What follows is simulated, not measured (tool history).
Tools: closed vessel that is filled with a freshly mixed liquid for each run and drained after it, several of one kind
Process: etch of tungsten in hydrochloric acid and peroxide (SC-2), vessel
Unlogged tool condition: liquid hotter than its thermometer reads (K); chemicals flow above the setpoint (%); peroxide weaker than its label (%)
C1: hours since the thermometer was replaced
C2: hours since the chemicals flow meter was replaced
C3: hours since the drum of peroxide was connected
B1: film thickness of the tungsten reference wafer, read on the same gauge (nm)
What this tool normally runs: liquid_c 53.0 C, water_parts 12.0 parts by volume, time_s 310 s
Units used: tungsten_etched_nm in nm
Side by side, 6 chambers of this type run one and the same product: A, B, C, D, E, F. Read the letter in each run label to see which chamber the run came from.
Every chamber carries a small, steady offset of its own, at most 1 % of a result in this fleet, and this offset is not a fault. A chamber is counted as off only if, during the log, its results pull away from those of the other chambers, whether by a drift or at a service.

{"run": "1D", "hour": 5.3, "liquid_c": 53.0, "water_parts": 12.0, "time_s": 310, "C1": 1282.8, "C2": 121.4, "C3": 562.8, "B1": 109.98, "tungsten_etched_nm": 42.233}
{"run": "2A", "hour": 14.7, "liquid_c": 53.0, "water_parts": 12.0, "time_s": 310, "C1": 577.1, "C2": 783.1, "C3": 543.1, "B1": 110.0, "tungsten_etched_nm": 43.112}
{"run": "3B", "hour": 22.8, "liquid_c": 53.0, "water_parts": 12.0, "time_s": 310, "C1": 2325.3, "C2": 1473.7, "C3": 409.7, "B1": 109.98, "tungsten_etched_nm": 43.581}
{"run": "4E", "hour": 28.3, "liquid_c": 53.0, "water_parts": 12.0, "time_s": 310, "C1": 1313.1, "C2": 44.9, "C3": 1279.6, "B1": 109.99, "tungsten_etched_nm": 41.762}
{"run": "5C", "hour": 34.4, "liquid_c": 53.0, "water_parts": 12.0, "time_s": 310, "C1": 1165.3, "C2": 42.6, "C3": 636.2, "B1": 109.99, "tungsten_etched_nm": 41.859}
{"run": "6F", "hour": 46.2, "liquid_c": 53.0, "water_parts": 12.0, "time_s": 310, "C1": 611.8, "C2": 531.2, "C3": 792.2, "B1": 110.0, "tungsten_etched_nm": 42.961}
{"run": "7E", "hour": 55.2, "liquid_c": 53.0, "water_parts": 12.0, "time_s": 310, "C1": 1340.0, "C2": 71.8, "C3": 1306.5, "B1": 110.0, "tungsten_etched_nm": 42.698}
{"run": "8F", "hour": 63.6, "liquid_c": 53.0, "water_parts": 12.0, "time_s": 310, "C1": 629.2, "C2": 548.6, "C3": 809.6, "B1": 110.01, "tungsten_etched_nm": 41.909}
{"hour": 64.1, "done": "chamber C: new drum of peroxide connected"}
{"run": "9A", "hour": 74.8, "liquid_c": 53.0, "water_parts": 16.5, "time_s": 310, "C1": 637.2, "C2": 843.2, "C3": 603.2, "B1": 110.01, "tungsten_etched_nm": 32.446}
{"run": "10B", "hour": 83.2, "liquid_c": 53.0, "water_parts": 16.5, "time_s": 310, "C1": 2385.7, "C2": 1534.1, "C3": 470.1, "B1": 110.02, "tungsten_etched_nm": 32.474}
{"run": "11C", "hour": 91.1, "liquid_c": 53.0, "water_parts": 16.5, "time_s": 310, "C1": 1222.0, "C2": 99.3, "C3": 27.1, "B1": 110.0, "tungsten_etched_nm": 31.921}
{"run": "12D", "hour": 100.1, "liquid_c": 53.0, "water_parts": 16.5, "time_s": 310, "C1": 1377.6, "C2": 216.2, "C3": 657.6, "B1": 110.01, "tungsten_etched_nm": 31.483}
{"run": "13B", "hour": 107.1, "liquid_c": 53.0, "water_parts": 16.5, "time_s": 310, "C1": 2409.6, "C2": 1558.0, "C3": 494.0, "B1": 110.02, "tungsten_etched_nm": 32.292}
{"run": "14F", "hour": 117.3, "liquid_c": 53.0, "water_parts": 16.5, "time_s": 310, "C1": 682.9, "C2": 602.3, "C3": 863.3, "B1": 110.01, "tungsten_etched_nm": 32.331}
{"hour": 118.0, "done": "chamber F: thermometer replaced"}
{"hour": 123.1, "done": "chamber E: new drum of peroxide connected"}
{"run": "15D", "hour": 126.8, "liquid_c": 53.0, "water_parts": 15.0, "time_s": 425, "C1": 1404.3, "C2": 242.9, "C3": 684.3, "B1": 109.98, "tungsten_etched_nm": 47.144}
{"run": "16E", "hour": 134.4, "liquid_c": 53.0, "water_parts": 15.0, "time_s": 425, "C1": 1419.2, "C2": 151.0, "C3": 11.3, "B1": 110.0, "tungsten_etched_nm": 48.567}
{"run": "17C", "hour": 143.0, "liquid_c": 53.0, "water_parts": 15.0, "time_s": 425, "C1": 1273.9, "C2": 151.2, "C3": 79.0, "B1": 110.0, "tungsten_etched_nm": 47.847}
{"run": "18A", "hour": 150.4, "liquid_c": 53.0, "water_parts": 15.0, "time_s": 425, "C1": 712.8, "C2": 918.8, "C3": 678.8, "B1": 110.0, "tungsten_etched_nm": 48.117}
{"run": "19F", "hour": 157.0, "liquid_c": 53.0, "water_parts": 15.0, "time_s": 425, "C1": 39.0, "C2": 642.0, "C3": 903.0, "B1": 109.99, "tungsten_etched_nm": 47.129}
{"run": "20C", "hour": 165.2, "liquid_c": 53.0, "water_parts": 15.0, "time_s": 425, "C1": 1296.1, "C2": 173.4, "C3": 101.2, "B1": 109.99, "tungsten_etched_nm": 47.203}
{"run": "21E", "hour": 176.2, "liquid_c": 53.0, "water_parts": 12.0, "time_s": 310, "C1": 1461.0, "C2": 192.8, "C3": 53.1, "B1": 109.99, "tungsten_etched_nm": 42.332}
{"run": "22D", "hour": 186.5, "liquid_c": 53.0, "water_parts": 12.0, "time_s": 310, "C1": 1464.0, "C2": 302.6, "C3": 744.0, "B1": 110.02, "tungsten_etched_nm": 42.347}
{"hour": 189.3, "done": "chamber A: chemicals flow meter replaced"}
{"run": "23A", "hour": 193.5, "liquid_c": 53.0, "water_parts": 12.0, "time_s": 310, "C1": 755.9, "C2": 4.2, "C3": 721.9, "B1": 109.99, "tungsten_etched_nm": 42.2}
{"run": "24B", "hour": 202.5, "liquid_c": 53.0, "water_parts": 12.0, "time_s": 310, "C1": 2505.0, "C2": 1653.4, "C3": 589.4, "B1": 110.01, "tungsten_etched_nm": 42.878}
{"run": "25C", "hour": 207.7, "liquid_c": 53.0, "water_parts": 12.0, "time_s": 310, "C1": 1338.6, "C2": 215.9, "C3": 143.7, "B1": 110.0, "tungsten_etched_nm": 42.263}
{"run": "26D", "hour": 213.0, "liquid_c": 53.0, "water_parts": 12.0, "time_s": 310, "C1": 1490.5, "C2": 329.1, "C3": 770.5, "B1": 110.0, "tungsten_etched_nm": 42.508}
{"run": "27B", "hour": 218.3, "liquid_c": 53.0, "water_parts": 12.0, "time_s": 310, "C1": 2520.8, "C2": 1669.2, "C3": 605.2, "B1": 110.0, "tungsten_etched_nm": 43.261}
{"run": "28F", "hour": 223.8, "liquid_c": 53.0, "water_parts": 12.0, "time_s": 310, "C1": 105.8, "C2": 708.8, "C3": 969.8, "B1": 109.99, "tungsten_etched_nm": 41.962}
{"hour": 226.7, "done": "chamber C: thermometer replaced"}
{"hour": 233.9, "done": "chamber B: new drum of peroxide connected"}
{"run": "29E", "hour": 234.6, "liquid_c": 53.0, "water_parts": 12.0, "time_s": 310, "C1": 1519.4, "C2": 251.2, "C3": 111.5, "B1": 110.0, "tungsten_etched_nm": 42.351}
{"run": "30A", "hour": 244.9, "liquid_c": 53.0, "water_parts": 12.0, "time_s": 310, "C1": 807.3, "C2": 55.6, "C3": 773.3, "B1": 109.98, "tungsten_etched_nm": 43.342}
{"run": "31F", "hour": 250.6, "liquid_c": 53.0, "water_parts": 12.0, "time_s": 310, "C1": 132.6, "C2": 735.6, "C3": 996.6, "B1": 110.0, "tungsten_etched_nm": 42.169}
{"hour": 259.6, "done": "chamber A: thermometer replaced"}
{"run": "32C", "hour": 260.2, "liquid_c": 53.0, "water_parts": 12.0, "time_s": 310, "C1": 33.5, "C2": 268.4, "C3": 196.2, "B1": 109.99, "tungsten_etched_nm": 41.881}
{"run": "33D", "hour": 266.1, "liquid_c": 53.0, "water_parts": 12.0, "time_s": 310, "C1": 1543.6, "C2": 382.2, "C3": 823.6, "B1": 110.01, "tungsten_etched_nm": 42.222}
{"run": "34A", "hour": 274.0, "liquid_c": 53.0, "water_parts": 12.0, "time_s": 310, "C1": 14.5, "C2": 84.7, "C3": 802.4, "B1": 110.01, "tungsten_etched_nm": 43.133}
{"run": "35E", "hour": 281.1, "liquid_c": 43.5, "water_parts": 12.0, "time_s": 210, "C1": 1565.9, "C2": 297.7, "C3": 158.0, "B1": 110.01, "tungsten_etched_nm": 15.181}
{"run": "36B", "hour": 292.8, "liquid_c": 43.5, "water_parts": 12.0, "time_s": 210, "C1": 2595.3, "C2": 1743.7, "C3": 59.0, "B1": 110.01, "tungsten_etched_nm": 15.238}
{"run": "37D", "hour": 301.6, "liquid_c": 43.5, "water_parts": 12.0, "time_s": 210, "C1": 1579.1, "C2": 417.7, "C3": 859.1, "B1": 110.01, "tungsten_etched_nm": 14.963}

Which is it: a chamber that has drifted or been left off by a service, a gauge drift common to all chambers, or only each chamber's usual small offset? If a chamber is off, name it and its likeliest cause.

Nothing is wrong: each chamber keeps only its own small, steady offset and the gauge holds still.
